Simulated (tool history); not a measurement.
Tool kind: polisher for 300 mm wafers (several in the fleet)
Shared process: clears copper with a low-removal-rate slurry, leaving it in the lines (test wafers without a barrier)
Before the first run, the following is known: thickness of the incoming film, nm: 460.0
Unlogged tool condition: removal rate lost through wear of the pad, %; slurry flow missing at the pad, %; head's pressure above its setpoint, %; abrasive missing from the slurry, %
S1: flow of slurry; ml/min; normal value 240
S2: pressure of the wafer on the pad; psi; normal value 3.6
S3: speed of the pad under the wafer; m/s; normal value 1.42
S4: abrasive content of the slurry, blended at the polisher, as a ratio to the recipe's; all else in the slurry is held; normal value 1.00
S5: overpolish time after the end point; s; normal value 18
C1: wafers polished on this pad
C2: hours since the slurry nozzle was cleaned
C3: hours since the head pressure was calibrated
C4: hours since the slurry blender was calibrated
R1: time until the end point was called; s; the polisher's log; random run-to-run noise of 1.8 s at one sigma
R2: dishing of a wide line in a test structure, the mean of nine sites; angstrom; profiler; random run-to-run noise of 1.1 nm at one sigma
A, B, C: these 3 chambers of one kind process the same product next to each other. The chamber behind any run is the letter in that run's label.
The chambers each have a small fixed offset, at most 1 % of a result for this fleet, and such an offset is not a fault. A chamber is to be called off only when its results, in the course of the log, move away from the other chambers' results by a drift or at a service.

run   hour   S1   S2    S3    S4  S5    C1     C2     C3     C4       R1      R2
       1.6  -- chamber B: worn pad replaced by a new one
 1C    7.3  240  3.6  1.42  1.00  18   811  204.1  939.9  120.4   96.793  518.81
 2A   17.7  240  3.6  1.42  1.00  18   898  175.0  567.4  299.4  102.450  523.19
 3B   26.2  240  3.6  1.42  1.00  18   245  464.2  157.3   66.5   97.333  551.63
      28.0  -- chamber A: worn pad replaced by a new one
      36.3  -- chamber C: head pressure recalibrated
 4C   36.4  240  3.6  1.42  1.00  18  1101  233.2    0.1  149.5   96.923  530.37
      43.2  -- chamber C: worn pad replaced by a new one
 5B   45.8  240  3.6  1.42  1.00  18   441  483.8  176.9   86.1   98.412  558.16
 6A   60.7  240  3.6  1.42  1.00  18   326  218.0  610.4  342.4   94.964  541.21
 7C   72.8  240  3.6  1.42  1.00  18   295  269.6   36.5  185.9   99.437  541.85
      79.2  -- chamber B: slurry blender recalibrated
      80.3  -- chamber B: worn pad replaced by a new one
 8B   86.2  240  3.6  1.42  1.00  18    59  524.2  217.3    7.0   98.660  546.77
 9A   93.8  240  3.6  1.42  1.00  18   657  251.1  643.5  375.5   98.378  551.36
      99.6  -- chamber A: slurry blender recalibrated
10B  103.8  240  3.6  1.42  1.00  18   234  541.8  234.9   24.6   98.545  549.48
11A  117.0  240  3.6  1.42  1.00  18   888  274.3  666.7   17.5   98.988  532.50
     123.7  -- chamber A: worn pad replaced by a new one
12C  128.1  240  3.6  1.84  0.90  18   847  324.9   91.8  241.2   77.847  663.83
     139.2  -- chamber A: slurry nozzle cleaned
13C  141.9  240  3.6  1.84  0.90  18   985  338.7  105.6  255.0   76.615  647.78
14B  151.6  240  3.6  1.84  0.90  18   712  589.6  282.7   72.4   78.306  623.52
     153.7  -- chamber B: worn pad replaced by a new one
15A  162.4  240  3.6  1.42  1.00  18   386   23.3  712.1   62.9   95.371  550.18
16A  173.3  240  3.6  1.42  1.00  18   495   34.2  723.0   73.8   94.412  531.52
     178.6  -- chamber C: worn pad replaced by a new one
     178.9  -- chamber C: slurry blender recalibrated
17B  185.3  240  3.6  1.42  1.00  18   315  623.3  316.4  106.1  100.120  520.21
     196.3  -- chamber B: slurry blender recalibrated
18C  200.0  240  3.6  1.42  1.00  18   214  396.8  163.7   21.2   96.595  542.09
     202.3  -- chamber C: slurry nozzle cleaned
     202.7  -- chamber B: slurry nozzle cleaned
     205.9  -- chamber A: worn pad replaced by a new one
19C  212.7  240  3.6  1.42  1.00  18   341   10.5  176.4   33.9   98.738  549.46
20A  219.7  240  3.6  1.42  1.00  18   138   80.6  769.4  120.2   99.454  534.87
     225.1  -- chamber B: worn pad replaced by a new one
21B  229.6  240  3.6  1.42  1.00  18    44   26.9  360.7   33.4   99.905  544.96
22B  238.5  240  3.6  1.42  1.00  18   133   35.8  369.6   42.3   97.284  552.95
23C  248.4  240  3.6  1.42  0.75  24   697   46.2  212.1   69.6  103.300  631.30
24A  259.6  240  3.6  1.42  0.75  24   536  120.5  809.3  160.1  102.370  622.92
25A  271.0  240  3.6  1.42  0.75  24   650  131.9  820.7  171.5  102.270  643.50
26B  278.0  240  3.6  1.42  1.00  18   528   75.3  409.1   81.8   99.430  548.62
27C  290.2  240  3.6  1.42  1.00  18  1114   88.0  253.9  111.4   99.911  548.64
     301.4  -- chamber A: worn pad replaced by a new one
     302.0  -- chamber C: worn pad replaced by a new one
28C  304.5  240  3.6  1.82  1.00  18    25  102.3  268.2  125.7   78.333  665.31
29B  312.4  240  3.6  1.82  1.00  18   871  109.7  443.5  116.2   75.589  646.40
     314.6  -- chamber B: worn pad replaced by a new one
30A  327.6  240  3.6  1.82  1.00  18   262  188.5  877.3  228.1   77.914  626.05
     332.6  -- chamber B: slurry blender recalibrated
31C  338.9  240  3.6  1.42  1.00  18   369  136.7  302.6  160.1   95.430  560.97
32B  348.8  240  3.6  1.42  1.00  18   342  146.1  479.9   16.3   97.659  544.48
33A  362.0  240  3.6  1.42  1.00  18   605  222.9  911.7  262.5  100.290  553.45
34B  376.1  240  3.6  1.42  1.00  18   614  173.4  507.2   43.6   99.622  526.63
     384.8  -- chamber A: worn pad replaced by a new one
35C  389.3  240  3.6  1.42  1.00  18   872  187.1  353.0  210.5   96.340  521.08
36A  404.8  240  3.6  1.42  1.00  18   200  265.7  954.5  305.3   94.024  564.76

All 3 chambers run these settings next. Forecast each chamber's results:
37A  416.1  240  3.6  0.96  1.00  18                   ?   ?
37B  416.1  240  3.6  0.96  1.00  18                   ?   ?
37C  416.1  240  3.6  0.96  1.00  18                   ?   ?

run       R1      R2
37A  146.570  402.95
37B  142.930  383.74
37C  143.400  402.99
